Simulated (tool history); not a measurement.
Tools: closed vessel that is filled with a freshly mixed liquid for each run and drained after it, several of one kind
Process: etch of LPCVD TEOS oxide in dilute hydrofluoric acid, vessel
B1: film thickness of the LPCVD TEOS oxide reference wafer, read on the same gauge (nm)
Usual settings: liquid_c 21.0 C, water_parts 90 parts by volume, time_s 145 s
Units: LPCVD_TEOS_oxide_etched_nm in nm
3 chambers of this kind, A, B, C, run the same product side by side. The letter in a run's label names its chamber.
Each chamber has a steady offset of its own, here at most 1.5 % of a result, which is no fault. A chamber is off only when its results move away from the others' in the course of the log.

{"run": "1A", "hour": 6.4, "liquid_c": 21.0, "water_parts": 90, "time_s": 145, "B1": 130.04, "LPCVD_TEOS_oxide_etched_nm": 44.306}
{"run": "2C", "hour": 11.3, "liquid_c": 21.0, "water_parts": 90, "time_s": 145, "B1": 129.99, "LPCVD_TEOS_oxide_etched_nm": 43.835}
{"hour": 13.4, "done": "chamber A: thermometer replaced"}
{"run": "3B", "hour": 17.6, "liquid_c": 21.0, "water_parts": 90, "time_s": 145, "B1": 129.97, "LPCVD_TEOS_oxide_etched_nm": 43.551}
{"run": "4C", "hour": 27.0, "liquid_c": 21.0, "water_parts": 90, "time_s": 145, "B1": 130.04, "LPCVD_TEOS_oxide_etched_nm": 43.587}
{"run": "5B", "hour": 37.3, "liquid_c": 21.0, "water_parts": 90, "time_s": 145, "B1": 130.0, "LPCVD_TEOS_oxide_etched_nm": 43.429}
{"run": "6A", "hour": 44.9, "liquid_c": 21.0, "water_parts": 90, "time_s": 145, "B1": 130.02, "LPCVD_TEOS_oxide_etched_nm": 44.04}
{"run": "7A", "hour": 51.3, "liquid_c": 17.5, "water_parts": 90, "time_s": 145, "B1": 129.99, "LPCVD_TEOS_oxide_etched_nm": 37.9}
{"run": "8B", "hour": 58.7, "liquid_c": 17.5, "water_parts": 90, "time_s": 145, "B1": 129.95, "LPCVD_TEOS_oxide_etched_nm": 37.606}
{"run": "9C", "hour": 65.2, "liquid_c": 17.5, "water_parts": 90, "time_s": 145, "B1": 130.01, "LPCVD_TEOS_oxide_etched_nm": 37.876}
{"run": "10B", "hour": 72.7, "liquid_c": 21.0, "water_parts": 90, "time_s": 145, "B1": 130.01, "LPCVD_TEOS_oxide_etched_nm": 43.588}
{"run": "11C", "hour": 78.1, "liquid_c": 21.0, "water_parts": 90, "time_s": 145, "B1": 130.04, "LPCVD_TEOS_oxide_etched_nm": 43.907}
{"run": "12A", "hour": 87.2, "liquid_c": 21.0, "water_parts": 90, "time_s": 145, "B1": 129.95, "LPCVD_TEOS_oxide_etched_nm": 44.044}
{"run": "13C", "hour": 93.3, "liquid_c": 21.0, "water_parts": 90, "time_s": 145, "B1": 130.01, "LPCVD_TEOS_oxide_etched_nm": 43.827}
{"run": "14A", "hour": 100.3, "liquid_c": 21.0, "water_parts": 90, "time_s": 145, "B1": 129.98, "LPCVD_TEOS_oxide_etched_nm": 44.082}
{"run": "15B", "hour": 105.1, "liquid_c": 21.0, "water_parts": 90, "time_s": 145, "B1": 130.02, "LPCVD_TEOS_oxide_etched_nm": 43.444}
{"run": "16A", "hour": 112.0, "liquid_c": 21.0, "water_parts": 90, "time_s": 145, "B1": 130.02, "LPCVD_TEOS_oxide_etched_nm": 43.594}
{"run": "17B", "hour": 122.4, "liquid_c": 21.0, "water_parts": 90, "time_s": 145, "B1": 130.02, "LPCVD_TEOS_oxide_etched_nm": 43.622}
{"run": "18C", "hour": 131.1, "liquid_c": 21.0, "water_parts": 90, "time_s": 145, "B1": 130.03, "LPCVD_TEOS_oxide_etched_nm": 43.624}
{"run": "19C", "hour": 141.4, "liquid_c": 21.0, "water_parts": 90, "time_s": 145, "B1": 129.95, "LPCVD_TEOS_oxide_etched_nm": 43.84}
{"run": "20A", "hour": 150.7, "liquid_c": 21.0, "water_parts": 90, "time_s": 145, "B1": 130.0, "LPCVD_TEOS_oxide_etched_nm": 44.191}
{"run": "21B", "hour": 156.6, "liquid_c": 21.0, "water_parts": 90, "time_s": 145, "B1": 129.99, "LPCVD_TEOS_oxide_etched_nm": 43.072}
{"run": "22C", "hour": 166.3, "liquid_c": 21.0, "water_parts": 90, "time_s": 145, "B1": 129.99, "LPCVD_TEOS_oxide_etched_nm": 43.516}
{"run": "23B", "hour": 176.8, "liquid_c": 21.0, "water_parts": 90, "time_s": 145, "B1": 130.01, "LPCVD_TEOS_oxide_etched_nm": 43.522}
{"run": "24A", "hour": 183.2, "liquid_c": 21.0, "water_parts": 90, "time_s": 145, "B1": 129.98, "LPCVD_TEOS_oxide_etched_nm": 44.122}
{"run": "25A", "hour": 188.6, "liquid_c": 21.0, "water_parts": 90, "time_s": 145, "B1": 129.97, "LPCVD_TEOS_oxide_etched_nm": 43.756}
{"run": "26B", "hour": 198.8, "liquid_c": 21.0, "water_parts": 90, "time_s": 145, "B1": 129.99, "LPCVD_TEOS_oxide_etched_nm": 43.413}
{"run": "27C", "hour": 208.3, "liquid_c": 17.5, "water_parts": 135, "time_s": 145, "B1": 129.99, "LPCVD_TEOS_oxide_etched_nm": 24.017}
{"run": "28C", "hour": 214.0, "liquid_c": 17.5, "water_parts": 135, "time_s": 145, "B1": 130.02, "LPCVD_TEOS_oxide_etched_nm": 23.794}
{"run": "29B", "hour": 222.9, "liquid_c": 17.5, "water_parts": 135, "time_s": 145, "B1": 130.03, "LPCVD_TEOS_oxide_etched_nm": 23.901}
{"run": "30A", "hour": 230.4, "liquid_c": 21.0, "water_parts": 90, "time_s": 115, "B1": 130.0, "LPCVD_TEOS_oxide_etched_nm": 34.86}
{"run": "31A", "hour": 235.8, "liquid_c": 21.0, "water_parts": 90, "time_s": 115, "B1": 130.0, "LPCVD_TEOS_oxide_etched_nm": 35.103}

All 3 chambers run these settings next. Forecast each chamber's results:
{"run": "32A", "hour": 243.4, "liquid_c": 21.0, "water_parts": 90, "time_s": 145, "LPCVD_TEOS_oxide_etched_nm": "?"}
{"run": "32B", "hour": 243.4, "liquid_c": 21.0, "water_parts": 90, "time_s": 145, "LPCVD_TEOS_oxide_etched_nm": "?"}
{"run": "32C", "hour": 243.4, "liquid_c": 21.0, "water_parts": 90, "time_s": 145, "LPCVD_TEOS_oxide_etched_nm": "?"}

run=32A LPCVD_TEOS_oxide_etched_nm=43.580
run=32B LPCVD_TEOS_oxide_etched_nm=43.759
run=32C LPCVD_TEOS_oxide_etched_nm=43.964
